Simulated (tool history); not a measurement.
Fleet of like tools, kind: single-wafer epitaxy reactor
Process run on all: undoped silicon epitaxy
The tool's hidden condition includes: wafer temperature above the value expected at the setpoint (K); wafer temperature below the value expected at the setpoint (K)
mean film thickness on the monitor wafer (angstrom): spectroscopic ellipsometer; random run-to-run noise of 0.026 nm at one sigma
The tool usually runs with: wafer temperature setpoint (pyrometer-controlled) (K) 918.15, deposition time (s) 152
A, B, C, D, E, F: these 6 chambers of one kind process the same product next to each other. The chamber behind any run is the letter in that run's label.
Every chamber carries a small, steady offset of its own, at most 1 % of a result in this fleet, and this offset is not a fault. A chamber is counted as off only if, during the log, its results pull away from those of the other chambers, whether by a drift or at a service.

| run | day | wafer temperature setpoint (pyrometer-controlled) (K) | deposition time (s) | hours since the last pyrometer calibration | read-back reference wafer on the same gauge, thickness_nm | mean film thickness on the monitor wafer (angstrom) |
|---|---|---|---|---|---|---|
| 1F | 0.362 | 918.15 | 152 | 371.2 | 20.995 | 229.46 |
| 2B | 0.646 | 918.15 | 152 | 1909.8 | 20.995 | 228.69 |
| 3D | 0.925 | 918.15 | 152 | 251.5 | 20.991 | 228.9 |
| 4E | 1.117 | 918.15 | 152 | 957.1 | 20.986 | 228.6 |
| 5C | 1.308 | 918.15 | 152 | 1240 | 20.985 | 230.48 |
| 6A | 1.488 | 929.15 | 173 | 2184.7 | 20.984 | 331.66 |
| 7D | 1.662 | 929.15 | 173 | 269.2 | 20.983 | 331.19 |
| 8F | 1.883 | 929.15 | 173 | 407.7 | 20.982 | 331.38 |
| 9B | 2.167 | 929.15 | 173 | 1946.3 | 20.983 | 328.82 |
| 10E | 2.512 | 929.15 | 173 | 990.6 | 20.973 | 331.64 |
| 11A | 2.829 | 929.15 | 173 | 2216.9 | 20.973 | 330.99 |
| 12C | 3.146 | 918.15 | 152 | 1284.1 | 20.969 | 230.24 |
| 13B | 3.412 | 918.15 | 152 | 1976.2 | 20.965 | 227.84 |
| 14D | 3.667 | 918.15 | 152 | 317.3 | 20.964 | 228.15 |
| 15E | 4.029 | 918.15 | 152 | 1027 | 20.958 | 227.49 |
| 16F | 4.362 | 918.15 | 152 | 467.2 | 20.961 | 228.76 |
| 17C | 4.567 | 918.15 | 152 | 1318.2 | 20.955 | 230.26 |
| 18A | 4.821 | 918.15 | 152 | 2264.7 | 20.96 | 228.54 |
| 19F | 5.054 | 918.15 | 152 | 483.8 | 20.95 | 228.37 |
| 20B | 5.388 | 918.15 | 152 | 2023.6 | 20.948 | 228.39 |
| 21A | 5.75 | 911.15 | 152 | 2287 | 20.941 | 194.64 |
| 22E | 6.104 | 911.15 | 152 | 1076.8 | 20.935 | 194.71 |
| 23D | 6.412 | 911.15 | 152 | 383.2 | 20.943 | 194 |
| 24C | 6.642 | 911.15 | 152 | 1368 | 20.928 | 196.77 |
| 25E | 6.954 | 911.15 | 152 | 1097.2 | 20.935 | 194.21 |
| 26D | 7.233 | 911.15 | 152 | 402.9 | 20.927 | 194.33 |
| 27C | 7.546 | 918.15 | 152 | 1389.7 | 20.926 | 229.89 |
| 28B | 7.821 | 918.15 | 152 | 2082 | 20.92 | 227.58 |
| 29A | 8.121 | 911.15 | 167 | 2343.9 | 20.918 | 214.42 |
| 30F | 8.367 | 911.15 | 167 | 563.3 | 20.926 | 214.76 |
| 31F | 8.638 | 911.15 | 167 | 569.8 | 20.918 | 215.08 |
|  | 8.696 | chamber B: pyrometer calibrated |
| 32C | 8.988 | 911.15 | 167 | 1424.3 | 20.92 | 215.86 |
| 33B | 9.196 | 911.15 | 167 | 12 | 20.915 | 214.49 |
| 34E | 9.5 | 911.15 | 167 | 1158.3 | 20.912 | 213.61 |
| 35D | 9.771 | 926.15 | 152 | 463.8 | 20.903 | 271.51 |
| 36A | 10.058 | 926.15 | 152 | 2390.4 | 20.913 | 271.98 |

Is one chamber out of step, is the gauge drifting, or do the chambers differ by no more than their own small offsets? For an off chamber, give its letter and the likeliest cause.

It is the gauge, not a chamber: its drift shows up in every chamber's results at once, and no chamber is off.
Likeliest cause: gauge reads low (%) = 0.464.

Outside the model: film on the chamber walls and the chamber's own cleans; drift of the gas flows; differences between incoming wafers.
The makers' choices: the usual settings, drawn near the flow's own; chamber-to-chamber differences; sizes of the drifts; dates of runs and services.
